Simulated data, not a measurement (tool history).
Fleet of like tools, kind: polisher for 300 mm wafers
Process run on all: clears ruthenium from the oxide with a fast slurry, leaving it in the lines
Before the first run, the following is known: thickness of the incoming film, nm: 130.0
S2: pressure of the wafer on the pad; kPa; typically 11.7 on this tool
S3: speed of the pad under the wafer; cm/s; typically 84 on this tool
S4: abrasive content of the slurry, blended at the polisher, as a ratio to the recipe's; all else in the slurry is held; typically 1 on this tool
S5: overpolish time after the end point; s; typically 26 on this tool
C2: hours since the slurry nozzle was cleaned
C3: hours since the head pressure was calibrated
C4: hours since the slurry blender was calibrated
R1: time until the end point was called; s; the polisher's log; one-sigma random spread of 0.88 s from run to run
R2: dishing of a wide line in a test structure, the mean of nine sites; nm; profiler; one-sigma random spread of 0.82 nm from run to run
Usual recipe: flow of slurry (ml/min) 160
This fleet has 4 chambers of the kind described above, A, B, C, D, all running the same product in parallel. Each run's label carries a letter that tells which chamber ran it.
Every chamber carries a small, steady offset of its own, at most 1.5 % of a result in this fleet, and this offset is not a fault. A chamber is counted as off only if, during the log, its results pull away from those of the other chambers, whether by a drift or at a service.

Run 1B, hour 6.0: usual settings; wafers polished on this pad 305; C2 190.7; C3 825.6; C4 120.9. Result: R1 57.847 s, R2 47.913 nm.
At hour 7.9: chamber D: worn pad replaced by a new one.
Run 2C, hour 10.0: usual settings; wafers polished on this pad 575; C2 670.2; C3 1290.0; C4 316.4. Result: R1 58.713 s, R2 48.293 nm.
At hour 10.8: chamber C: slurry nozzle cleaned.
Run 3A, hour 16.0: usual settings; wafers polished on this pad 999; C2 286.6; C3 1291.1; C4 222.4. Result: R1 56.321 s, R2 48.324 nm.
Run 4D, hour 21.7: usual settings; wafers polished on this pad 129; C2 189.0; C3 645.9; C4 199.8. Result: R1 56.877 s, R2 49.329 nm.
At hour 24.2: chamber B: slurry blender recalibrated.
Run 5A, hour 28.4: usual settings; wafers polished on this pad 1116; C2 299.0; C3 1303.5; C4 234.8. Result: R1 58.761 s, R2 47.236 nm.
At hour 29.8: chamber A: slurry blender recalibrated.
At hour 30.4: chamber C: worn pad replaced by a new one.
Run 6D, hour 31.7: usual settings; wafers polished on this pad 223; C2 199.0; C3 655.9; C4 209.8. Result: R1 57.563 s, R2 49.301 nm.
At hour 33.8: chamber A: worn pad replaced by a new one.
Run 7B, hour 36.1: usual settings; wafers polished on this pad 588; C2 220.8; C3 855.7; C4 12.0. Result: R1 59.144 s, R2 46.673 nm.
Run 8C, hour 42.6: usual settings; wafers polished on this pad 114; C2 31.8; C3 1322.6; C4 349.0. Result: R1 58.461 s, R2 47.067 nm.
Run 9A, hour 45.8: usual settings but flow of slurry (ml/min) 125; wafers polished on this pad 113; C2 316.4; C3 1320.9; C4 16.0. Result: R1 58.886 s, R2 46.146 nm.
At hour 48.6: chamber B: worn pad replaced by a new one.
Run 10D, hour 49.4: usual settings but flow of slurry (ml/min) 125; wafers polished on this pad 390; C2 216.7; C3 673.6; C4 227.5. Result: R1 60.801 s, R2 45.115 nm.
Run 11B, hour 53.2: usual settings but flow of slurry (ml/min) 125; wafers polished on this pad 44; C2 237.9; C3 872.8; C4 29.1. Result: R1 58.177 s, R2 46.568 nm.
Run 12C, hour 58.3: usual settings but flow of slurry (ml/min) 125; wafers polished on this pad 262; C2 47.5; C3 1338.3; C4 364.7. Result: R1 60.512 s, R2 46.881 nm.
Run 13C, hour 63.7: usual settings but S3 62 cm/s; wafers polished on this pad 313; C2 52.9; C3 1343.7; C4 370.1. Result: R1 80.561 s, R2 36.566 nm.
At hour 63.8: chamber D: worn pad replaced by a new one.
Run 14A, hour 68.8: usual settings but S3 62 cm/s; wafers polished on this pad 329; C2 339.4; C3 1343.9; C4 39.0. Result: R1 75.920 s, R2 35.853 nm.
Run 15B, hour 74.6: usual settings but S3 62 cm/s; wafers polished on this pad 245; C2 259.3; C3 894.2; C4 50.5. Result: R1 78.716 s, R2 34.733 nm.
Run 16D, hour 80.1: usual settings but S3 62 cm/s; wafers polished on this pad 153; C2 247.4; C3 704.3; C4 258.2. Result: R1 77.638 s, R2 35.716 nm.
Run 17D, hour 85.2: usual settings; wafers polished on this pad 200; C2 252.5; C3 709.4; C4 263.3. Result: R1 56.989 s, R2 49.550 nm.
Run 18C, hour 90.3: usual settings; wafers polished on this pad 562; C2 79.5; C3 1370.3; C4 396.7. Result: R1 58.386 s, R2 46.649 nm.
At hour 96.6: chamber A: head pressure recalibrated.
Run 19A, hour 96.8: usual settings but S2 8.3 kPa; wafers polished on this pad 592; C2 367.4; C3 0.2; C4 67.0. Result: R1 81.494 s, R2 34.223 nm.
At hour 100.3: chamber C: head pressure recalibrated.
Run 20B, hour 100.6: usual settings but S2 8.3 kPa; wafers polished on this pad 489; C2 285.3; C3 920.2; C4 76.5. Result: R1 82.666 s, R2 34.642 nm.
Run 21D, hour 105.3: usual settings but S2 8.3 kPa; wafers polished on this pad 389; C2 272.6; C3 729.5; C4 283.4. Result: R1 80.280 s, R2 34.311 nm.
At hour 110.8: chamber C: worn pad replaced by a new one.
Run 22C, hour 111.0: usual settings but S2 8.3 kPa; wafers polished on this pad 1; C2 100.2; C3 10.7; C4 417.4. Result: R1 80.499 s, R2 34.817 nm.
Run 23B, hour 115.1: usual settings; wafers polished on this pad 625; C2 299.8; C3 934.7; C4 91.0. Result: R1 59.411 s, R2 46.837 nm.
Run 24A, hour 120.2: usual settings; wafers polished on this pad 812; C2 390.8; C3 23.6; C4 90.4. Result: R1 57.056 s, R2 47.867 nm.
At hour 122.4: chamber B: worn pad replaced by a new one.
At hour 122.9: chamber D: head pressure recalibrated.
Run 25B, hour 123.6: usual settings; wafers polished on this pad 11; C2 308.3; C3 943.2; C4 99.5. Result: R1 57.910 s, R2 45.841 nm.
At hour 128.0: chamber D: worn pad replaced by a new one.
Run 26A, hour 130.1: usual settings; wafers polished on this pad 905; C2 400.7; C3 33.5; C4 100.3. Result: R1 56.500 s, R2 48.245 nm.
Run 27D, hour 134.1: usual settings; wafers polished on this pad 57; C2 301.4; C3 11.2; C4 312.2. Result: R1 55.938 s, R2 49.468 nm.
Run 28C, hour 140.1: usual settings; wafers polished on this pad 275; C2 129.3; C3 39.8; C4 446.5. Result: R1 56.435 s, R2 49.292 nm.
At hour 142.3: chamber A: worn pad replaced by a new one.
Run 29C, hour 143.9: usual settings; wafers polished on this pad 310; C2 133.1; C3 43.6; C4 450.3. Result: R1 56.861 s, R2 48.525 nm.
Run 30D, hour 149.0: usual settings; wafers polished on this pad 197; C2 316.3; C3 26.1; C4 327.1. Result: R1 58.093 s, R2 48.814 nm.
At hour 150.6: chamber C: slurry blender recalibrated.
At hour 151.0: chamber B: head pressure recalibrated.
Run 31A, hour 152.6: usual settings; wafers polished on this pad 97; C2 423.2; C3 56.0; C4 122.8. Result: R1 57.631 s, R2 48.577 nm.
Run 32B, hour 158.0: usual settings; wafers polished on this pad 334; C2 342.7; C3 7.1; C4 133.9. Result: R1 58.429 s, R2 46.616 nm.
Run 33D, hour 164.5: usual settings; wafers polished on this pad 343; C2 331.8; C3 41.6; C4 342.6. Result: R1 58.233 s, R2 48.061 nm.
At hour 165.6: chamber B: slurry blender recalibrated.
Run 34A, hour 171.2: usual settings; wafers polished on this pad 272; C2 441.8; C3 74.6; C4 141.4. Result: R1 56.603 s, R2 46.166 nm.
Run 35C, hour 175.5: usual settings but flow of slurry (ml/min) 140; wafers polished on this pad 607; C2 164.7; C3 75.2; C4 24.9. Result: R1 59.756 s, R2 46.333 nm.
Run 36B, hour 180.1: usual settings but flow of slurry (ml/min) 140; wafers polished on this pad 542; C2 364.8; C3 29.2; C4 14.6. Result: R1 61.309 s, R2 45.926 nm.
Run 37B, hour 183.2: usual settings but flow of slurry (ml/min) 140; wafers polished on this pad 571; C2 367.9; C3 32.3; C4 17.7. Result: R1 59.021 s, R2 46.630 nm.
At hour 187.7: chamber D: worn pad replaced by a new one.
Run 38C, hour 189.1: usual settings but flow of slurry (ml/min) 140; wafers polished on this pad 735; C2 178.3; C3 88.8; C4 38.5. Result: R1 59.652 s, R2 47.182 nm.
Run 39A, hour 195.8: usual settings; wafers polished on this pad 503; C2 466.4; C3 99.2; C4 166.0. Result: R1 55.966 s, R2 48.229 nm.
Run 40D, hour 199.5: usual settings; wafers polished on this pad 111; C2 366.8; C3 76.6; C4 377.6. Result: R1 56.473 s, R2 49.204 nm.

One chamber off, gauge drift, or nothing amiss beyond the chambers' own small offsets? If it is a chamber, which one, and what is the likeliest cause?

The fleet is healthy, with each chamber sitting at its usual small offset and no drift in the gauge.

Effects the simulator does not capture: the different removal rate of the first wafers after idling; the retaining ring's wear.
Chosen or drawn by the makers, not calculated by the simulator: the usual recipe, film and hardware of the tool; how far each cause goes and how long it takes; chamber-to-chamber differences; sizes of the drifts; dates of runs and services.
